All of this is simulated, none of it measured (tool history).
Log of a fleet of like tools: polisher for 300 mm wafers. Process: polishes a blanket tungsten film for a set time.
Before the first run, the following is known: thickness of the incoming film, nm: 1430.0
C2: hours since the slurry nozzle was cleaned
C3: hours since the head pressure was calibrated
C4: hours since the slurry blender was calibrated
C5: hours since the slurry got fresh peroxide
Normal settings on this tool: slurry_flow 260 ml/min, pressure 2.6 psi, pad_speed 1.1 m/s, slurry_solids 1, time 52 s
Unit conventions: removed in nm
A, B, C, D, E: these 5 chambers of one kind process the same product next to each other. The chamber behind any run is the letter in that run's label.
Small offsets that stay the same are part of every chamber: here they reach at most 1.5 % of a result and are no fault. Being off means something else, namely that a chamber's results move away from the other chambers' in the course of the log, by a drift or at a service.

Run 1A, hour 6.3: usual settings; wafers polished on this pad 422; C2 192.1; C3 370.9; C4 163.3; C5 11.6. Result: removed 165.87 nm.
Run 2B, hour 11.7: usual settings; wafers polished on this pad 237; C2 203.6; C3 749; C4 176.1; C5 115.8. Result: removed 166.14 nm.
Run 3E, hour 18.2: usual settings; wafers polished on this pad 1034; C2 119.9; C3 275; C4 292.2; C5 106.9. Result: removed 167.17 nm.
Run 4D, hour 23.2: usual settings; wafers polished on this pad 641; C2 26; C3 608.8; C4 62.5; C5 54. Result: removed 173.14 nm.
At hour 24.1: chamber E: slurry blender recalibrated.
Run 5C, hour 27.7: usual settings; wafers polished on this pad 437; C2 68.4; C3 229.8; C4 470.6; C5 124.4. Result: removed 165.6 nm.
Run 6A, hour 33.4: usual settings; wafers polished on this pad 758; C2 219.2; C3 398; C4 190.4; C5 38.7. Result: removed 169.32 nm.
At hour 36: chamber A: slurry tank refilled with fresh slurry and peroxide.
Run 7E, hour 37.1: usual settings; wafers polished on this pad 1268; C2 138.8; C3 293.9; C4 13; C5 125.8. Result: removed 167.33 nm.
At hour 38.1: chamber D: slurry tank refilled with fresh slurry and peroxide.
Run 8D, hour 40.6: usual settings; wafers polished on this pad 857; C2 43.4; C3 626.2; C4 79.9; C5 2.6. Result: removed 170.66 nm.
Run 9B, hour 44.3: usual settings; wafers polished on this pad 642; C2 236.2; C3 781.6; C4 208.7; C5 148.4. Result: removed 167.81 nm.
At hour 46.6: chamber E: worn pad replaced by a new one.
At hour 47.2: chamber C: slurry tank refilled with fresh slurry and peroxide.
At hour 48.9: chamber D: worn pad replaced by a new one.
Run 10C, hour 51.2: usual settings; wafers polished on this pad 728; C2 91.9; C3 253.3; C4 494.1; C5 4. Result: removed 165.38 nm.
At hour 51.7: chamber C: worn pad replaced by a new one.
At hour 57.8: chamber B: slurry tank refilled with fresh slurry and peroxide.
Run 11E, hour 58.8: usual settings; wafers polished on this pad 151; C2 160.5; C3 315.6; C4 34.7; C5 147.5. Result: removed 166.63 nm.
Run 12B, hour 62.9: usual settings; wafers polished on this pad 873; C2 254.8; C3 800.2; C4 227.3; C5 5.1. Result: removed 168.62 nm.
At hour 64.9: chamber A: worn pad replaced by a new one.
Run 13A, hour 69.2: usual settings; wafers polished on this pad 53; C2 255; C3 433.8; C4 226.2; C5 33.2. Result: removed 170.67 nm.
At hour 73: chamber B: worn pad replaced by a new one.
Run 14C, hour 74.1: usual settings; wafers polished on this pad 278; C2 114.8; C3 276.2; C4 517; C5 26.9. Result: removed 164.13 nm.
At hour 79.4: chamber C: slurry blender recalibrated.
Run 15D, hour 79.5: usual settings; wafers polished on this pad 380; C2 82.3; C3 665.1; C4 118.8; C5 41.5. Result: removed 166.37 nm.
At hour 82.3: chamber A: slurry tank refilled with fresh slurry and peroxide.
Run 16E, hour 87: usual settings; wafers polished on this pad 501; C2 188.7; C3 343.8; C4 62.9; C5 175.7. Result: removed 163.75 nm.
Run 17B, hour 94.1: usual settings; wafers polished on this pad 262; C2 286; C3 831.4; C4 258.5; C5 36.3. Result: removed 171.35 nm.
Run 18D, hour 101.4: usual settings; wafers polished on this pad 651; C2 104.2; C3 687; C4 140.7; C5 63.4. Result: removed 169.16 nm.
At hour 104.7: chamber C: worn pad replaced by a new one.
Run 19C, hour 105.6: usual settings but pad_speed 0.76 m/s, slurry_solids 1.2; wafers polished on this pad 11; C2 146.3; C3 307.7; C4 26.2; C5 58.4. Result: removed 121.94 nm.
At hour 110.5: chamber D: slurry tank refilled with fresh slurry and peroxide.
Run 20A, hour 112.8: usual settings but pad_speed 0.76 m/s, slurry_solids 1.2; wafers polished on this pad 594; C2 298.6; C3 477.4; C4 269.8; C5 30.5. Result: removed 121.79 nm.
Run 21B, hour 118.5: usual settings but pad_speed 0.76 m/s, slurry_solids 1.2; wafers polished on this pad 564; C2 310.4; C3 855.8; C4 282.9; C5 60.7. Result: removed 122.68 nm.
Run 22A, hour 122.1: usual settings but pad_speed 0.76 m/s, slurry_solids 1.2; wafers polished on this pad 709; C2 307.9; C3 486.7; C4 279.1; C5 39.8. Result: removed 121.44 nm.
At hour 122.4: chamber A: slurry tank refilled with fresh slurry and peroxide.
At hour 126.1: chamber D: worn pad replaced by a new one.
At hour 126.8: chamber B: slurry nozzle cleaned.
Run 23D, hour 127.9: usual settings but pad_speed 0.76 m/s, slurry_solids 1.2; wafers polished on this pad 22; C2 130.7; C3 713.5; C4 167.2; C5 17.4. Result: removed 121.06 nm.
At hour 128.8: chamber E: slurry nozzle cleaned.
Run 24C, hour 132.7: usual settings; wafers polished on this pad 347; C2 173.4; C3 334.8; C4 53.3; C5 85.5. Result: removed 166.73 nm.
Run 25E, hour 137.1: usual settings; wafers polished on this pad 1123; C2 8.4; C3 393.9; C4 113; C5 225.8. Result: removed 154.38 nm.
Run 26A, hour 143.8: usual settings; wafers polished on this pad 979; C2 329.6; C3 508.4; C4 300.8; C5 21.5. Result: removed 170.08 nm.
At hour 144.7: chamber D: slurry blender recalibrated.
At hour 148: chamber E: worn pad replaced by a new one.
Run 27C, hour 148.4: usual settings; wafers polished on this pad 542; C2 189.1; C3 350.5; C4 69; C5 101.2. Result: removed 166.4 nm.
Run 28E, hour 154.3: usual settings; wafers polished on this pad 78; C2 25.6; C3 411.1; C4 130.2; C5 243. Result: removed 153.9 nm.
Run 29D, hour 160.1: usual settings; wafers polished on this pad 422; C2 162.9; C3 745.7; C4 15.5; C5 49.6. Result: removed 168.58 nm.
At hour 167.3: chamber B: worn pad replaced by a new one.
Run 30B, hour 167.3: usual settings; wafers polished on this pad 1; C2 40.5; C3 904.6; C4 331.7; C5 109.5. Result: removed 167.91 nm.
Run 31B, hour 173.5: usual settings; wafers polished on this pad 78; C2 46.7; C3 910.8; C4 337.9; C5 115.7. Result: removed 172.19 nm.

Is one chamber off against the others, does the gauge drift, or is nothing wrong? If a chamber is off, say which, and what the likeliest cause is.

One chamber, E, drifts off from the rest bit by bit.
What lies behind it: peroxide lost from the slurry, % = 26.7.
The log might look much the same if the cause were instead: head's pressure below its setpoint, %; abrasive missing from the slurry, %.

Here are 4 candidates for chamber E's next run, each the usual settings with a change, their results left as question marks. Which one brings its results back in line with what the others give on the usual settings?
In-line tolerance around the mean of the other chambers on the usual settings: removed 6.3 nm
Run 32E-1, hour 179: usual settings but time 54 s. Result: removed ?.
Run 32E-2, hour 179: usual settings but pad_speed 1.08 m/s, time 51 s. Result: removed ?.
Run 32E-3, hour 179: usual settings but pressure 3 psi. Result: removed ?.
Run 32E-4, hour 179: usual settings but pressure 2.4 psi, time 49 s. Result: removed ?.

Usual-settings mean across the other chambers: removed 168.29 nm
  run  removed
32E-1   153.64
32E-2   142.43
32E-3   170.79
32E-4   128.66
32E-3 puts the chamber back in line with the other chambers.

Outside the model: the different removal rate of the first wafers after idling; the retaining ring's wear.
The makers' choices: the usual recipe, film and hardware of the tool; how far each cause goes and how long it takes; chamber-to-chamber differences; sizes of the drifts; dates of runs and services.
